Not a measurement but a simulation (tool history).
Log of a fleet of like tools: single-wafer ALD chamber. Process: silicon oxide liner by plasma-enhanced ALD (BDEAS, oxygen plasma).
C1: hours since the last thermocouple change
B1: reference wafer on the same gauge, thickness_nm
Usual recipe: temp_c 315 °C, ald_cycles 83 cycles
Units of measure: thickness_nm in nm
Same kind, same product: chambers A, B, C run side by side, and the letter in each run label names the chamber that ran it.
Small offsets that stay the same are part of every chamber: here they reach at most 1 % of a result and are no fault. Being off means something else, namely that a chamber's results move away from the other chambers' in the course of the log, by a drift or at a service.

run 1A hour=12.7 | temp_c=315 ald_cycles=83 | C1=1253.6 | B1=6.3405 | thickness_nm=7.5397
run 2B hour=23.8 | temp_c=315 ald_cycles=83 | C1=2091.2 | B1=6.3404 | thickness_nm=7.501
run 3C hour=37.8 | temp_c=315 ald_cycles=83 | C1=427.7 | B1=6.3375 | thickness_nm=7.5764
run 4A hour=53.4 | temp_c=315 ald_cycles=83 | C1=1294.3 | B1=6.3344 | thickness_nm=7.5536
run 5B hour=61.2 | temp_c=315 ald_cycles=83 | C1=2128.6 | B1=6.3334 | thickness_nm=7.5154
run 6C hour=68.7 | temp_c=315 ald_cycles=83 | C1=458.6 | B1=6.3371 | thickness_nm=7.5703
run 7C hour=78.2 | temp_c=315 ald_cycles=83 | C1=468.1 | B1=6.3332 | thickness_nm=7.5673
run 8A hour=93.8 | temp_c=330 ald_cycles=97 | C1=1334.7 | B1=6.3359 | thickness_nm=8.6063
run 9B hour=107.2 | temp_c=330 ald_cycles=97 | C1=2174.6 | B1=6.3318 | thickness_nm=8.5963
run 10A hour=122.8 | temp_c=330 ald_cycles=97 | C1=1363.7 | B1=6.3329 | thickness_nm=8.625
-- hour=128.8 chamber B: thermocouple changed; heater temperature recalibrated
run 11C hour=136.5 | temp_c=315 ald_cycles=83 | C1=526.4 | B1=6.3279 | thickness_nm=7.5776
run 12B hour=151.3 | temp_c=315 ald_cycles=83 | C1=22.6 | B1=6.3281 | thickness_nm=7.4804
run 13A hour=161.6 | temp_c=315 ald_cycles=83 | C1=1402.5 | B1=6.3293 | thickness_nm=7.5419
run 14B hour=171.3 | temp_c=320 ald_cycles=68 | C1=42.6 | B1=6.3274 | thickness_nm=6.0987
run 15C hour=182 | temp_c=320 ald_cycles=68 | C1=571.9 | B1=6.3264 | thickness_nm=6.1479
run 16B hour=194.7 | temp_c=320 ald_cycles=68 | C1=66 | B1=6.3242 | thickness_nm=6.1022
run 17C hour=207.3 | temp_c=315 ald_cycles=83 | C1=597.2 | B1=6.3245 | thickness_nm=7.5468
run 18A hour=221.6 | temp_c=315 ald_cycles=83 | C1=1462.5 | B1=6.3252 | thickness_nm=7.5465
run 19C hour=236.3 | temp_c=315 ald_cycles=83 | C1=626.2 | B1=6.3221 | thickness_nm=7.5544
run 20A hour=244 | temp_c=310 ald_cycles=69 | C1=1484.9 | B1=6.325 | thickness_nm=6.3164
run 21B hour=258.7 | temp_c=310 ald_cycles=69 | C1=130 | B1=6.323 | thickness_nm=6.2786
run 22B hour=267.7 | temp_c=310 ald_cycles=69 | C1=139 | B1=6.3209 | thickness_nm=6.2658
run 23C hour=280.4 | temp_c=304 ald_cycles=97 | C1=670.3 | B1=6.3183 | thickness_nm=8.959
run 24A hour=288.7 | temp_c=304 ald_cycles=97 | C1=1529.6 | B1=6.3216 | thickness_nm=8.9456
run 25B hour=300.5 | temp_c=304 ald_cycles=97 | C1=171.8 | B1=6.319 | thickness_nm=8.8737
run 26A hour=313 | temp_c=315 ald_cycles=83 | C1=1553.9 | B1=6.3213 | thickness_nm=7.4932
run 27C hour=325.5 | temp_c=315 ald_cycles=83 | C1=715.4 | B1=6.3169 | thickness_nm=7.5453
run 28B hour=332.5 | temp_c=315 ald_cycles=83 | C1=203.8 | B1=6.3186 | thickness_nm=7.503
run 29C hour=343.1 | temp_c=315 ald_cycles=83 | C1=733 | B1=6.3146 | thickness_nm=7.5309
run 30A hour=357.2 | temp_c=315 ald_cycles=83 | C1=1598.1 | B1=6.3161 | thickness_nm=7.5155
run 31A hour=366.1 | temp_c=315 ald_cycles=83 | C1=1607 | B1=6.3158 | thickness_nm=7.529
run 32C hour=380 | temp_c=315 ald_cycles=83 | C1=769.9 | B1=6.3124 | thickness_nm=7.5289
run 33B hour=391.8 | temp_c=315 ald_cycles=83 | C1=263.1 | B1=6.3128 | thickness_nm=7.4794
run 34C hour=399.4 | temp_c=315 ald_cycles=83 | C1=789.3 | B1=6.3128 | thickness_nm=7.5304
run 35A hour=412.6 | temp_c=315 ald_cycles=83 | C1=1653.5 | B1=6.309 | thickness_nm=7.5157
run 36B hour=423 | temp_c=315 ald_cycles=83 | C1=294.3 | B1=6.3101 | thickness_nm=7.4541
run 37C hour=436.1 | temp_c=315 ald_cycles=83 | C1=826 | B1=6.3095 | thickness_nm=7.5208
run 38A hour=451.3 | temp_c=315 ald_cycles=83 | C1=1692.2 | B1=6.3073 | thickness_nm=7.5292
run 39B hour=462.4 | temp_c=315 ald_cycles=83 | C1=333.7 | B1=6.3068 | thickness_nm=7.4529
run 40C hour=470.5 | temp_c=315 ald_cycles=83 | C1=860.4 | B1=6.3088 | thickness_nm=7.5542
run 41A hour=484.1 | temp_c=315 ald_cycles=83 | C1=1725 | B1=6.3065 | thickness_nm=7.504
run 42B hour=496.3 | temp_c=315 ald_cycles=83 | C1=367.6 | B1=6.3046 | thickness_nm=7.4717
run 43C hour=505.9 | temp_c=315 ald_cycles=83 | C1=895.8 | B1=6.3062 | thickness_nm=7.5336
run 44B hour=513 | temp_c=315 ald_cycles=83 | C1=384.3 | B1=6.3036 | thickness_nm=7.485

For the next run the whole fleet of 3 chambers uses the same settings. Give each chamber's results:
run 45A hour=524.3 | temp_c=315 ald_cycles=83 | thickness_nm=?
run 45B hour=524.3 | temp_c=315 ald_cycles=83 | thickness_nm=?
run 45C hour=524.3 | temp_c=315 ald_cycles=83 | thickness_nm=?

run=45A thickness_nm=7.5097
run=45B thickness_nm=7.4579
run=45C thickness_nm=7.5336
